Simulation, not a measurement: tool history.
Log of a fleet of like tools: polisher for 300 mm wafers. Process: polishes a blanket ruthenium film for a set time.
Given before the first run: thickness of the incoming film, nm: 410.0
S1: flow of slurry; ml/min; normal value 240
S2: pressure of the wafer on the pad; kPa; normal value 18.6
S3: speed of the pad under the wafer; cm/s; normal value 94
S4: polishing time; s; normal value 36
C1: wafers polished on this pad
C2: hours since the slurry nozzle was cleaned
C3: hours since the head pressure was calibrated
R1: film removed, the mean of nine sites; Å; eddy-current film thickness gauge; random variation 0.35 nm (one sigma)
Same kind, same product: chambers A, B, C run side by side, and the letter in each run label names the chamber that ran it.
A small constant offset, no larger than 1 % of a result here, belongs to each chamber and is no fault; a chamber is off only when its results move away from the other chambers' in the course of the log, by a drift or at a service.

run 1A hour=3.9 | S1=240 S2=18.6 S3=94 S4=36 | C1=185 C2=188 C3=489.4 | R1=551.87
run 2C hour=7.8 | S1=240 S2=18.6 S3=94 S4=36 | C1=592 C2=319.8 C3=655.2 | R1=547.59
run 3B hour=11.2 | S1=240 S2=18.6 S3=94 S4=36 | C1=417 C2=36.8 C3=781.9 | R1=542.49
-- hour=12.9 chamber C: worn pad replaced by a new one
run 4C hour=15.5 | S1=240 S2=18.6 S3=94 S4=36 | C1=34 C2=327.5 C3=662.9 | R1=550.57
run 5A hour=19.9 | S1=240 S2=18.6 S3=94 S4=36 | C1=394 C2=204 C3=505.4 | R1=552.08
run 6B hour=25.1 | S1=240 S2=18.6 S3=94 S4=36 | C1=599 C2=50.7 C3=795.8 | R1=538.79
-- hour=28.4 chamber B: worn pad replaced by a new one
run 7A hour=28.5 | S1=240 S2=18.6 S3=94 S4=36 | C1=507 C2=212.6 C3=514 | R1=556.49
run 8B hour=30.9 | S1=240 S2=18.6 S3=94 S4=36 | C1=33 C2=56.5 C3=801.6 | R1=547.22
run 9C hour=34.3 | S1=240 S2=18.6 S3=94 S4=36 | C1=280 C2=346.3 C3=681.7 | R1=547.9
run 10C hour=39 | S1=240 S2=18.6 S3=94 S4=36 | C1=342 C2=351 C3=686.4 | R1=550.74
-- hour=39.4 chamber A: worn pad replaced by a new one
-- hour=40.6 chamber B: head pressure recalibrated
run 11B hour=43.4 | S1=240 S2=18.6 S3=116 S4=31 | C1=197 C2=69 C3=2.9 | R1=559
run 12A hour=46.4 | S1=240 S2=18.6 S3=116 S4=31 | C1=92 C2=230.5 C3=531.9 | R1=584.91
run 13A hour=50.9 | S1=240 S2=18.6 S3=116 S4=31 | C1=151 C2=235 C3=536.4 | R1=584.39
run 14B hour=54.9 | S1=240 S2=18.6 S3=94 S4=36 | C1=347 C2=80.5 C3=14.4 | R1=521.84
run 15C hour=59.6 | S1=240 S2=18.6 S3=94 S4=36 | C1=612 C2=371.6 C3=707 | R1=542.59
-- hour=62 chamber C: worn pad replaced by a new one
run 16A hour=63 | S1=240 S2=18.6 S3=94 S4=36 | C1=309 C2=247.1 C3=548.5 | R1=550.07
run 17C hour=67 | S1=240 S2=18.6 S3=94 S4=36 | C1=65 C2=379 C3=714.4 | R1=555.67
run 18B hour=71.9 | S1=240 S2=18.6 S3=94 S4=36 | C1=570 C2=97.5 C3=31.4 | R1=523.28
run 19C hour=76.1 | S1=240 S2=18.6 S3=94 S4=36 | C1=185 C2=388.1 C3=723.5 | R1=560.04
run 20A hour=78.8 | S1=240 S2=18.6 S3=94 S4=36 | C1=516 C2=262.9 C3=564.3 | R1=551.43
-- hour=82.1 chamber B: worn pad replaced by a new one
run 21B hour=83 | S1=240 S2=18.6 S3=82 S4=36 | C1=12 C2=108.6 C3=42.5 | R1=456.52
run 22A hour=86 | S1=240 S2=18.6 S3=82 S4=36 | C1=610 C2=270.1 C3=571.5 | R1=485.08
run 23C hour=90.1 | S1=240 S2=18.6 S3=82 S4=36 | C1=368 C2=402.1 C3=737.5 | R1=478.05
run 24B hour=93.5 | S1=240 S2=18.6 S3=94 S4=36 | C1=149 C2=119.1 C3=53 | R1=524.74
-- hour=93.9 chamber A: worn pad replaced by a new one
run 25C hour=98 | S1=320 S2=18.6 S3=64 S4=36 | C1=472 C2=410 C3=745.4 | R1=387.54
run 26A hour=102 | S1=320 S2=18.6 S3=64 S4=36 | C1=106 C2=286.1 C3=587.5 | R1=388.47
run 27B hour=105.8 | S1=320 S2=18.6 S3=64 S4=36 | C1=310 C2=131.4 C3=65.3 | R1=361.96
-- hour=106.1 chamber C: worn pad replaced by a new one
run 28C hour=110.7 | S1=240 S2=18.6 S3=94 S4=36 | C1=61 C2=422.7 C3=758.1 | R1=547.69

One chamber off, gauge drift, or nothing amiss beyond the chambers' own small offsets? If it is a chamber, which one, and what is the likeliest cause?

After it was serviced, chamber B no longer matches the other chambers.
Likeliest cause: head's pressure below its setpoint, % = 4.59.

Chamber B could run next with any of the 4 candidate recipes listed below; each alters the usual settings, and their results appear as question marks. Which one brings its results back in line with what the other chambers deliver on the usual settings?
Maximum distance from the other chambers' mean on the usual settings for a result to count as in line: R1 12 Å
run 29B-1 hour=114.5 | S1=240 S2=18.6 S3=92 S4=35 | R1=?
run 29B-2 hour=114.5 | S1=205 S2=18.6 S3=94 S4=36 | R1=?
run 29B-3 hour=114.5 | S1=240 S2=18.6 S3=96 S4=37 | R1=?
run 29B-4 hour=114.5 | S1=240 S2=18.6 S3=96 S4=36 | R1=?

Average result of the remaining chambers running the usual settings: R1 552.56 Å
run=29B-1 R1=498.84
run=29B-2 R1=514.45
run=29B-3 R1=550.5
run=29B-4 R1=535.62
29B-3 brings the chamber back in line.

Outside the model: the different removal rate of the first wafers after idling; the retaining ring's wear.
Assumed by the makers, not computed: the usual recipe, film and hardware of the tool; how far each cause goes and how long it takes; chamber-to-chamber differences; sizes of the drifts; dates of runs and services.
